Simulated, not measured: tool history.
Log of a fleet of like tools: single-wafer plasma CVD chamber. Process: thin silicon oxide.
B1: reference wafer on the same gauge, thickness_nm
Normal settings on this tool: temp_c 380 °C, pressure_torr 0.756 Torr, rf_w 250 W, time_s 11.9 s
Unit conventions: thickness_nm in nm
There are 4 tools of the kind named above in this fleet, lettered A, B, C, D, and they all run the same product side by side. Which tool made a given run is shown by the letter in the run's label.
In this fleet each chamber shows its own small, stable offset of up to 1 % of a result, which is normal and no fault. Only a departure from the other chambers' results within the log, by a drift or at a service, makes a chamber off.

run 1C hour=3.2 | temp_c=380 pressure_torr=0.756 rf_w=250 time_s=11.9 | B1=19.297 | thickness_nm=19.338
run 2D hour=7.8 | temp_c=380 pressure_torr=0.756 rf_w=250 time_s=11.9 | B1=19.306 | thickness_nm=19.508
run 3B hour=10.7 | temp_c=380 pressure_torr=0.756 rf_w=250 time_s=11.9 | B1=19.286 | thickness_nm=19.276
run 4A hour=13.6 | temp_c=380 pressure_torr=0.756 rf_w=250 time_s=11.9 | B1=19.324 | thickness_nm=19.261
run 5D hour=16.8 | temp_c=380 pressure_torr=0.756 rf_w=250 time_s=11.9 | B1=19.294 | thickness_nm=19.494
run 6A hour=19.1 | temp_c=380 pressure_torr=0.756 rf_w=250 time_s=11.9 | B1=19.277 | thickness_nm=19.143
run 7B hour=22.2 | temp_c=380 pressure_torr=0.756 rf_w=250 time_s=11.9 | B1=19.279 | thickness_nm=19.308
run 8C hour=26.1 | temp_c=380 pressure_torr=0.756 rf_w=250 time_s=11.9 | B1=19.31 | thickness_nm=19.369
run 9C hour=29.7 | temp_c=380 pressure_torr=0.756 rf_w=215 time_s=11.9 | B1=19.282 | thickness_nm=18.216
run 10A hour=34.3 | temp_c=380 pressure_torr=0.756 rf_w=215 time_s=11.9 | B1=19.329 | thickness_nm=18.123
run 11D hour=39 | temp_c=380 pressure_torr=0.756 rf_w=215 time_s=11.9 | B1=19.303 | thickness_nm=18.06
run 12B hour=42.4 | temp_c=380 pressure_torr=0.756 rf_w=215 time_s=11.9 | B1=19.285 | thickness_nm=17.957
run 13B hour=47.5 | temp_c=386 pressure_torr=0.756 rf_w=270 time_s=11.9 | B1=19.343 | thickness_nm=20.036
run 14C hour=50.1 | temp_c=386 pressure_torr=0.756 rf_w=270 time_s=11.9 | B1=19.279 | thickness_nm=20.167
run 15D hour=52.9 | temp_c=386 pressure_torr=0.756 rf_w=270 time_s=11.9 | B1=19.315 | thickness_nm=20.083
run 16A hour=56.6 | temp_c=386 pressure_torr=0.756 rf_w=270 time_s=11.9 | B1=19.308 | thickness_nm=19.974
-- hour=58.7 chamber C: thermocouple changed; heater temperature recalibrated
run 17A hour=59.3 | temp_c=380 pressure_torr=0.756 rf_w=250 time_s=11.9 | B1=19.317 | thickness_nm=19.341
run 18C hour=61.7 | temp_c=380 pressure_torr=0.756 rf_w=250 time_s=11.9 | B1=19.263 | thickness_nm=19.483
run 19D hour=64.6 | temp_c=380 pressure_torr=0.756 rf_w=250 time_s=11.9 | B1=19.291 | thickness_nm=19.255
run 20B hour=69.2 | temp_c=380 pressure_torr=0.756 rf_w=250 time_s=11.9 | B1=19.315 | thickness_nm=19.339
run 21B hour=71.8 | temp_c=380 pressure_torr=0.756 rf_w=250 time_s=11.9 | B1=19.303 | thickness_nm=19.323
run 22A hour=75.2 | temp_c=380 pressure_torr=0.756 rf_w=250 time_s=11.9 | B1=19.302 | thickness_nm=19.435
run 23D hour=79.8 | temp_c=380 pressure_torr=0.756 rf_w=250 time_s=11.9 | B1=19.309 | thickness_nm=19.244
run 24C hour=85 | temp_c=380 pressure_torr=0.756 rf_w=250 time_s=11.9 | B1=19.278 | thickness_nm=19.555
run 25B hour=87.8 | temp_c=380 pressure_torr=0.756 rf_w=250 time_s=11.9 | B1=19.319 | thickness_nm=19.07
run 26C hour=90.1 | temp_c=380 pressure_torr=0.756 rf_w=250 time_s=11.9 | B1=19.318 | thickness_nm=19.486
-- hour=92.2 chamber C: RF generator calibrated
run 27A hour=92.7 | temp_c=380 pressure_torr=0.756 rf_w=250 time_s=11.9 | B1=19.324 | thickness_nm=19.434
run 28D hour=97.4 | temp_c=380 pressure_torr=0.756 rf_w=250 time_s=11.9 | B1=19.295 | thickness_nm=19.329
run 29D hour=101.9 | temp_c=380 pressure_torr=0.756 rf_w=250 time_s=11.9 | B1=19.292 | thickness_nm=19.301
run 30B hour=104.5 | temp_c=380 pressure_torr=0.756 rf_w=250 time_s=11.9 | B1=19.281 | thickness_nm=19.205
-- hour=108 chamber B: thermocouple changed; heater temperature recalibrated
run 31C hour=108.8 | temp_c=380 pressure_torr=0.756 rf_w=250 time_s=11.9 | B1=19.306 | thickness_nm=19.512
run 32A hour=112.6 | temp_c=380 pressure_torr=0.756 rf_w=250 time_s=11.9 | B1=19.304 | thickness_nm=19.218
run 33B hour=116.3 | temp_c=394 pressure_torr=0.831 rf_w=250 time_s=11.9 | B1=19.318 | thickness_nm=20.944
run 34C hour=120.2 | temp_c=394 pressure_torr=0.831 rf_w=250 time_s=11.9 | B1=19.281 | thickness_nm=21.29
run 35A hour=123.5 | temp_c=394 pressure_torr=0.831 rf_w=250 time_s=11.9 | B1=19.284 | thickness_nm=20.98
run 36D hour=126.3 | temp_c=394 pressure_torr=0.831 rf_w=250 time_s=11.9 | B1=19.315 | thickness_nm=20.682
run 37C hour=128.9 | temp_c=380 pressure_torr=0.756 rf_w=250 time_s=11.9 | B1=19.313 | thickness_nm=19.436
run 38D hour=134.1 | temp_c=380 pressure_torr=0.756 rf_w=285 time_s=11.9 | B1=19.307 | thickness_nm=20.045
run 39B hour=139.3 | temp_c=380 pressure_torr=0.756 rf_w=285 time_s=11.9 | B1=19.294 | thickness_nm=20.274
run 40A hour=142.6 | temp_c=380 pressure_torr=0.756 rf_w=285 time_s=11.9 | B1=19.291 | thickness_nm=20.52

All 4 chambers run these settings next. Forecast each chamber's results:
run 41A hour=146.4 | temp_c=380 pressure_torr=0.756 rf_w=250 time_s=11.9 | thickness_nm=?
run 41B hour=146.4 | temp_c=380 pressure_torr=0.756 rf_w=250 time_s=11.9 | thickness_nm=?
run 41C hour=146.4 | temp_c=380 pressure_torr=0.756 rf_w=250 time_s=11.9 | thickness_nm=?
run 41D hour=146.4 | temp_c=380 pressure_torr=0.756 rf_w=250 time_s=11.9 | thickness_nm=?

run=41A thickness_nm=19.284
run=41B thickness_nm=19.297
run=41C thickness_nm=19.39
run=41D thickness_nm=19.022
